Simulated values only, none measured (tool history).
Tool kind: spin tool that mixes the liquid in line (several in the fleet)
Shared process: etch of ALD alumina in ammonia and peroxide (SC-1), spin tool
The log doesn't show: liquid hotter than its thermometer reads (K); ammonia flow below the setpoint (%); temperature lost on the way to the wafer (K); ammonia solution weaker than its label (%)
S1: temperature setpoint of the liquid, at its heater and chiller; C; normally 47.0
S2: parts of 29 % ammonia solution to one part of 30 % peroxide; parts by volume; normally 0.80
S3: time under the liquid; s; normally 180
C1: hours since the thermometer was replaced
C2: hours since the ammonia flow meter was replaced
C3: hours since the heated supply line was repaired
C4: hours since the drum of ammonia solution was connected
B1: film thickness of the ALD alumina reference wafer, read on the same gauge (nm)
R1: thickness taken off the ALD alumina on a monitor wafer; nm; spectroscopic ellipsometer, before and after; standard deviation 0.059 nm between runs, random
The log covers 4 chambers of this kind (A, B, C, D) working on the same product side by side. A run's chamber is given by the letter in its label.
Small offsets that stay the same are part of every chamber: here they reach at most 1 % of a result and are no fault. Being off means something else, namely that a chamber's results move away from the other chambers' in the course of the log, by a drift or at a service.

{"run": "1A", "hour": 10.0, "S1": 47.0, "S2": 0.8, "S3": 180, "C1": 1274.8, "C2": 103.4, "C3": 118.3, "C4": 167.7, "B1": 80.003, "R1": 7.41}
{"run": "2B", "hour": 20.5, "S1": 47.0, "S2": 0.8, "S3": 180, "C1": 1154.3, "C2": 1527.9, "C3": 908.9, "C4": 1246.3, "B1": 80.0, "R1": 7.5066}
{"run": "3C", "hour": 28.7, "S1": 47.0, "S2": 0.8, "S3": 180, "C1": 737.6, "C2": 761.3, "C3": 540.8, "C4": 688.7, "B1": 79.982, "R1": 7.4829}
{"run": "4D", "hour": 35.0, "S1": 47.0, "S2": 0.8, "S3": 180, "C1": 1351.2, "C2": 289.0, "C3": 1056.0, "C4": 210.4, "B1": 80.006, "R1": 7.3989}
{"hour": 38.8, "done": "chamber B: new drum of ammonia solution connected"}
{"run": "5C", "hour": 45.1, "S1": 47.0, "S2": 0.8, "S3": 180, "C1": 754.0, "C2": 777.7, "C3": 557.2, "C4": 705.1, "B1": 79.993, "R1": 7.3132}
{"run": "6B", "hour": 54.1, "S1": 47.0, "S2": 0.65, "S3": 100, "C1": 1187.9, "C2": 1561.5, "C3": 942.5, "C4": 15.4, "B1": 79.984, "R1": 4.0591}
{"run": "7A", "hour": 64.4, "S1": 47.0, "S2": 0.65, "S3": 100, "C1": 1329.2, "C2": 157.8, "C3": 172.7, "C4": 222.1, "B1": 80.005, "R1": 4.0096}
{"run": "8D", "hour": 72.8, "S1": 47.0, "S2": 0.65, "S3": 100, "C1": 1389.0, "C2": 326.8, "C3": 1093.8, "C4": 248.2, "B1": 80.009, "R1": 4.0615}
{"run": "9C", "hour": 78.5, "S1": 47.0, "S2": 0.65, "S3": 100, "C1": 787.4, "C2": 811.1, "C3": 590.6, "C4": 738.5, "B1": 80.011, "R1": 4.016}
{"run": "10A", "hour": 89.3, "S1": 47.0, "S2": 0.8, "S3": 180, "C1": 1354.1, "C2": 182.7, "C3": 197.6, "C4": 247.0, "B1": 79.987, "R1": 7.3327}
{"run": "11B", "hour": 99.7, "S1": 47.0, "S2": 0.8, "S3": 180, "C1": 1233.5, "C2": 1607.1, "C3": 988.1, "C4": 61.0, "B1": 80.008, "R1": 7.4078}
{"run": "12D", "hour": 110.5, "S1": 38.0, "S2": 0.8, "S3": 180, "C1": 1426.7, "C2": 364.5, "C3": 1131.5, "C4": 285.9, "B1": 79.987, "R1": 4.4633}
{"run": "13B", "hour": 116.4, "S1": 38.0, "S2": 0.8, "S3": 180, "C1": 1250.2, "C2": 1623.8, "C3": 1004.8, "C4": 77.7, "B1": 80.009, "R1": 4.3917}
{"run": "14C", "hour": 124.4, "S1": 38.0, "S2": 0.8, "S3": 180, "C1": 833.3, "C2": 857.0, "C3": 636.5, "C4": 784.4, "B1": 79.99, "R1": 4.3726}
{"run": "15A", "hour": 133.5, "S1": 38.0, "S2": 0.8, "S3": 180, "C1": 1398.3, "C2": 226.9, "C3": 241.8, "C4": 291.2, "B1": 80.005, "R1": 4.4178}
{"run": "16D", "hour": 140.2, "S1": 47.0, "S2": 1.15, "S3": 130, "C1": 1456.4, "C2": 394.2, "C3": 1161.2, "C4": 315.6, "B1": 79.999, "R1": 5.5388}
{"run": "17C", "hour": 145.5, "S1": 47.0, "S2": 1.15, "S3": 130, "C1": 854.4, "C2": 878.1, "C3": 657.6, "C4": 805.5, "B1": 79.997, "R1": 5.5593}
{"run": "18A", "hour": 152.0, "S1": 47.0, "S2": 1.15, "S3": 130, "C1": 1416.8, "C2": 245.4, "C3": 260.3, "C4": 309.7, "B1": 79.994, "R1": 5.5656}
{"run": "19B", "hour": 162.2, "S1": 47.0, "S2": 1.15, "S3": 130, "C1": 1296.0, "C2": 1669.6, "C3": 1050.6, "C4": 123.5, "B1": 79.986, "R1": 5.5715}
{"run": "20D", "hour": 170.4, "S1": 47.0, "S2": 0.8, "S3": 180, "C1": 1486.6, "C2": 424.4, "C3": 1191.4, "C4": 345.8, "B1": 80.009, "R1": 7.2875}
{"run": "21A", "hour": 176.6, "S1": 52.5, "S2": 0.8, "S3": 260, "C1": 1441.4, "C2": 270.0, "C3": 284.9, "C4": 334.3, "B1": 80.008, "R1": 14.619}
{"run": "22B", "hour": 181.4, "S1": 52.5, "S2": 0.8, "S3": 260, "C1": 1315.2, "C2": 1688.8, "C3": 1069.8, "C4": 142.7, "B1": 80.009, "R1": 14.751}
{"run": "23C", "hour": 192.3, "S1": 52.5, "S2": 0.8, "S3": 260, "C1": 901.2, "C2": 924.9, "C3": 704.4, "C4": 852.3, "B1": 79.988, "R1": 14.316}
{"run": "24D", "hour": 202.4, "S1": 52.5, "S2": 0.8, "S3": 260, "C1": 1518.6, "C2": 456.4, "C3": 1223.4, "C4": 377.8, "B1": 80.009, "R1": 13.597}
{"run": "25B", "hour": 212.3, "S1": 47.0, "S2": 0.8, "S3": 180, "C1": 1346.1, "C2": 1719.7, "C3": 1100.7, "C4": 173.6, "B1": 79.982, "R1": 7.5312}
{"run": "26A", "hour": 219.7, "S1": 47.0, "S2": 0.8, "S3": 180, "C1": 1484.5, "C2": 313.1, "C3": 328.0, "C4": 377.4, "B1": 80.007, "R1": 7.446}
{"run": "27D", "hour": 230.7, "S1": 47.0, "S2": 0.8, "S3": 180, "C1": 1546.9, "C2": 484.7, "C3": 1251.7, "C4": 406.1, "B1": 79.997, "R1": 6.953}
{"run": "28C", "hour": 238.1, "S1": 47.0, "S2": 0.8, "S3": 180, "C1": 947.0, "C2": 970.7, "C3": 750.2, "C4": 898.1, "B1": 80.008, "R1": 7.401}
{"run": "29D", "hour": 247.5, "S1": 47.0, "S2": 0.8, "S3": 75, "C1": 1563.7, "C2": 501.5, "C3": 1268.5, "C4": 422.9, "B1": 79.991, "R1": 2.8873}
{"run": "30C", "hour": 257.7, "S1": 47.0, "S2": 0.8, "S3": 75, "C1": 966.6, "C2": 990.3, "C3": 769.8, "C4": 917.7, "B1": 79.996, "R1": 3.0934}
{"run": "31A", "hour": 262.9, "S1": 47.0, "S2": 0.8, "S3": 75, "C1": 1527.7, "C2": 356.3, "C3": 371.2, "C4": 420.6, "B1": 80.005, "R1": 3.0794}
{"run": "32B", "hour": 273.9, "S1": 47.0, "S2": 0.8, "S3": 75, "C1": 1407.7, "C2": 1781.3, "C3": 1162.3, "C4": 235.2, "B1": 79.996, "R1": 3.0722}
{"run": "33D", "hour": 283.6, "S1": 47.0, "S2": 0.8, "S3": 180, "C1": 1599.8, "C2": 537.6, "C3": 1304.6, "C4": 459.0, "B1": 79.986, "R1": 6.7797}
{"run": "34B", "hour": 290.6, "S1": 47.0, "S2": 0.8, "S3": 180, "C1": 1424.4, "C2": 1798.0, "C3": 1179.0, "C4": 251.9, "B1": 79.993, "R1": 7.5208}

Read the log: is a single chamber off, either drifting away or since a service, is the gauge that measures every chamber drifting, or is nothing wrong beyond small per-chamber offsets? Name any odd chamber and what most likely caused it.

Little by little, chamber D moves away from the other chambers.
What lies behind it: temperature lost on the way to the wafer (K) = 1.89.
With only this log, it may be confused with: liquid colder than its thermometer reads (K).

Below are 4 candidate recipes for chamber D's next run, each the usual settings with a change, their results shown as question marks. Which of them brings D's results back in line with what the other chambers give on the usual settings?
Allowed miss from the other chambers' usual-settings mean, per result, to count as in line: R1 0.2100 nm
{"run": "35D-1", "hour": 298.5, "S1": 47.0, "S2": 0.8, "S3": 215, "R1": "?"}
{"run": "35D-2", "hour": 298.5, "S1": 47.0, "S2": 0.8, "S3": 200, "R1": "?"}
{"run": "35D-3", "hour": 298.5, "S1": 45.5, "S2": 0.8, "S3": 165, "R1": "?"}
{"run": "35D-4", "hour": 298.5, "S1": 46.5, "S2": 0.8, "S3": 170, "R1": "?"}

On the usual settings, the other chambers give on average: R1 7.3996 nm
run=35D-1 R1=8.0750
run=35D-2 R1=7.5117
run=35D-3 R1=5.6945
run=35D-4 R1=6.2056
The answer is 35D-2, which returns the chamber to within the allowed miss of the others.
